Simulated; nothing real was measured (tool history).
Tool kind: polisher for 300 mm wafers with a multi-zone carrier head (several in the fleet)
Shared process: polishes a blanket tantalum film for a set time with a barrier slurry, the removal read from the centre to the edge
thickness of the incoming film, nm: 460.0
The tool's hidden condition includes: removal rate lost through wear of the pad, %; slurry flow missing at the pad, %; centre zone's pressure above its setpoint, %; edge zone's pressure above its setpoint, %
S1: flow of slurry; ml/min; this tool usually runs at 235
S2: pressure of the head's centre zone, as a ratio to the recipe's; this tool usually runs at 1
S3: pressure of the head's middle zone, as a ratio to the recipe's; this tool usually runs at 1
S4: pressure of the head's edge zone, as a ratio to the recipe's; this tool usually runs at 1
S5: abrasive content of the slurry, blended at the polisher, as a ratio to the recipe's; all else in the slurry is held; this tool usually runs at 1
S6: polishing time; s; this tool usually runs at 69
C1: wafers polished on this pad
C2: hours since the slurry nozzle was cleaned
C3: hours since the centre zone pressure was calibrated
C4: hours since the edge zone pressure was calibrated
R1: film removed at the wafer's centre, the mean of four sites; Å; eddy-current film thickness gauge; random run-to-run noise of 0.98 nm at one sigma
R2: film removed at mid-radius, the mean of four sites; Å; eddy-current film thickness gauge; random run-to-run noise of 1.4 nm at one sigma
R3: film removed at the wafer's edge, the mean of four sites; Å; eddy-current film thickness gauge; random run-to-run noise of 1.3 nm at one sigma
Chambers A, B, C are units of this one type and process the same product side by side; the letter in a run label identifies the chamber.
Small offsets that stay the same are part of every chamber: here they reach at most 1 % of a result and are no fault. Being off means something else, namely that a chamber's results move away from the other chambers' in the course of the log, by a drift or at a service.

{"run": "1C", "hour": 8.2, "S1": 235, "S2": 1, "S3": 1, "S4": 1, "S5": 1, "S6": 69, "C1": 404, "C2": 65, "C3": 145.4, "C4": 154.8, "R1": 1077.2, "R2": 1080, "R3": 1068.1}
{"run": "2B", "hour": 17.3, "S1": 235, "S2": 1, "S3": 1, "S4": 1, "S5": 1, "S6": 69, "C1": 326, "C2": 123.1, "C3": 1018.1, "C4": 162.2, "R1": 1055.6, "R2": 1083.3, "R3": 1094.7}
{"hour": 18.9, "done": "chamber A: slurry nozzle cleaned"}
{"run": "3A", "hour": 21.6, "S1": 235, "S2": 1, "S3": 1, "S4": 1, "S5": 1, "S6": 69, "C1": 974, "C2": 2.7, "C3": 424.2, "C4": 170.9, "R1": 1070.3, "R2": 1074.8, "R3": 1062.5}
{"hour": 21.8, "done": "chamber A: worn pad replaced by a new one"}
{"run": "4B", "hour": 27.6, "S1": 235, "S2": 1, "S3": 1, "S4": 1, "S5": 1, "S6": 69, "C1": 439, "C2": 133.4, "C3": 1028.4, "C4": 172.5, "R1": 1071.3, "R2": 1068.4, "R3": 1080}
{"run": "5C", "hour": 34.9, "S1": 235, "S2": 1, "S3": 1, "S4": 1, "S5": 1, "S6": 69, "C1": 696, "C2": 91.7, "C3": 172.1, "C4": 181.5, "R1": 1068, "R2": 1068.5, "R3": 1055.4}
{"run": "6A", "hour": 43.3, "S1": 235, "S2": 1, "S3": 1, "S4": 1, "S5": 1, "S6": 69, "C1": 236, "C2": 24.4, "C3": 445.9, "C4": 192.6, "R1": 1069.1, "R2": 1101.7, "R3": 1069.2}
{"hour": 47.3, "done": "chamber C: worn pad replaced by a new one"}
{"run": "7A", "hour": 51.7, "S1": 235, "S2": 1, "S3": 1, "S4": 1, "S5": 1, "S6": 69, "C1": 328, "C2": 32.8, "C3": 454.3, "C4": 201, "R1": 1066.1, "R2": 1054.8, "R3": 1067.2}
{"run": "8C", "hour": 59.2, "S1": 270, "S2": 1, "S3": 1, "S4": 1, "S5": 1, "S6": 48, "C1": 131, "C2": 116, "C3": 196.4, "C4": 205.8, "R1": 750.03, "R2": 769.59, "R3": 755.71}
{"run": "9B", "hour": 68.1, "S1": 270, "S2": 1, "S3": 1, "S4": 1, "S5": 1, "S6": 48, "C1": 883, "C2": 173.9, "C3": 1068.9, "C4": 213, "R1": 738.82, "R2": 749.24, "R3": 759.38}
{"run": "10A", "hour": 76.1, "S1": 270, "S2": 1, "S3": 1, "S4": 1, "S5": 1, "S6": 48, "C1": 595, "C2": 57.2, "C3": 478.7, "C4": 225.4, "R1": 761.26, "R2": 771.1, "R3": 747.29}
{"run": "11B", "hour": 82.1, "S1": 235, "S2": 1, "S3": 1, "S4": 1, "S5": 1, "S6": 69, "C1": 1036, "C2": 187.9, "C3": 1082.9, "C4": 227, "R1": 1048.5, "R2": 1049, "R3": 1061.9}
{"run": "12C", "hour": 87.7, "S1": 235, "S2": 1, "S3": 1, "S4": 1, "S5": 1, "S6": 69, "C1": 443, "C2": 144.5, "C3": 224.9, "C4": 234.3, "R1": 1089.2, "R2": 1071.7, "R3": 1060.7}
{"run": "13B", "hour": 92.2, "S1": 235, "S2": 1, "S3": 1, "S4": 1, "S5": 1, "S6": 69, "C1": 1147, "C2": 198, "C3": 1093, "C4": 237.1, "R1": 1083.2, "R2": 1070.8, "R3": 1077.8}
{"run": "14A", "hour": 98.0, "S1": 235, "S2": 1, "S3": 1, "S4": 1, "S5": 1, "S6": 69, "C1": 835, "C2": 79.1, "C3": 500.6, "C4": 247.3, "R1": 1064.1, "R2": 1065.7, "R3": 1058.4}
{"hour": 101.7, "done": "chamber B: worn pad replaced by a new one"}
{"run": "15C", "hour": 102.6, "S1": 235, "S2": 1, "S3": 1, "S4": 1, "S5": 1, "S6": 69, "C1": 606, "C2": 159.4, "C3": 239.8, "C4": 249.2, "R1": 1107.3, "R2": 1077.5, "R3": 1066.9}
{"hour": 105.7, "done": "chamber B: slurry nozzle cleaned"}
{"run": "16B", "hour": 110.8, "S1": 235, "S2": 1, "S3": 1, "S4": 1, "S5": 1, "S6": 78, "C1": 99, "C2": 5.2, "C3": 1111.6, "C4": 255.7, "R1": 1207.6, "R2": 1206.4, "R3": 1195.5}
{"run": "17C", "hour": 116.0, "S1": 235, "S2": 1, "S3": 1, "S4": 1, "S5": 1, "S6": 78, "C1": 753, "C2": 172.8, "C3": 253.2, "C4": 262.6, "R1": 1258.8, "R2": 1220, "R3": 1203.3}
{"hour": 116.1, "done": "chamber A: worn pad replaced by a new one"}
{"run": "18A", "hour": 123.3, "S1": 235, "S2": 1, "S3": 1, "S4": 1, "S5": 1, "S6": 78, "C1": 79, "C2": 104.4, "C3": 525.9, "C4": 272.6, "R1": 1194.2, "R2": 1213.8, "R3": 1213.7}
{"hour": 126.7, "done": "chamber C: worn pad replaced by a new one"}
{"run": "19A", "hour": 129.1, "S1": 235, "S2": 1, "S3": 1, "S4": 1, "S5": 1, "S6": 69, "C1": 142, "C2": 110.2, "C3": 531.7, "C4": 278.4, "R1": 1082.1, "R2": 1087.5, "R3": 1082.5}
{"run": "20B", "hour": 134.6, "S1": 235, "S2": 1, "S3": 1, "S4": 1, "S5": 1, "S6": 69, "C1": 360, "C2": 29, "C3": 1135.4, "C4": 279.5, "R1": 1077.2, "R2": 1058.1, "R3": 1070.7}
{"run": "21C", "hour": 139.8, "S1": 235, "S2": 1, "S3": 1, "S4": 1, "S5": 1, "S6": 69, "C1": 143, "C2": 196.6, "C3": 277, "C4": 286.4, "R1": 1153.2, "R2": 1065, "R3": 1072.3}
{"run": "22C", "hour": 146.5, "S1": 235, "S2": 1, "S3": 1, "S4": 1, "S5": 1, "S6": 69, "C1": 217, "C2": 203.3, "C3": 283.7, "C4": 293.1, "R1": 1149.5, "R2": 1061.7, "R3": 1066.8}
{"run": "23B", "hour": 151.3, "S1": 235, "S2": 1, "S3": 1, "S4": 1, "S5": 1, "S6": 69, "C1": 543, "C2": 45.7, "C3": 1152.1, "C4": 296.2, "R1": 1070.1, "R2": 1064.4, "R3": 1075.6}
{"run": "24A", "hour": 159.7, "S1": 235, "S2": 1, "S3": 1, "S4": 1, "S5": 1, "S6": 69, "C1": 477, "C2": 140.8, "C3": 562.3, "C4": 309, "R1": 1064.3, "R2": 1050.4, "R3": 1070.8}

All chambers now run identical settings, listed one chamber a line with results as question marks. What results will each chamber show?
{"run": "25A", "hour": 166.5, "S1": 235, "S2": 1, "S3": 1, "S4": 1, "S5": 1, "S6": 69, "R1": "?", "R2": "?", "R3": "?"}
{"run": "25B", "hour": 166.5, "S1": 235, "S2": 1, "S3": 1, "S4": 1, "S5": 1, "S6": 69, "R1": "?", "R2": "?", "R3": "?"}
{"run": "25C", "hour": 166.5, "S1": 235, "S2": 1, "S3": 1, "S4": 1, "S5": 1, "S6": 69, "R1": "?", "R2": "?", "R3": "?"}

run=25A R1=1063.4 R2=1082.7 R3=1079.3
run=25B R1=1061.5 R2=1066.7 R3=1073.9
run=25C R1=1152.2 R2=1059.2 R3=1069.4
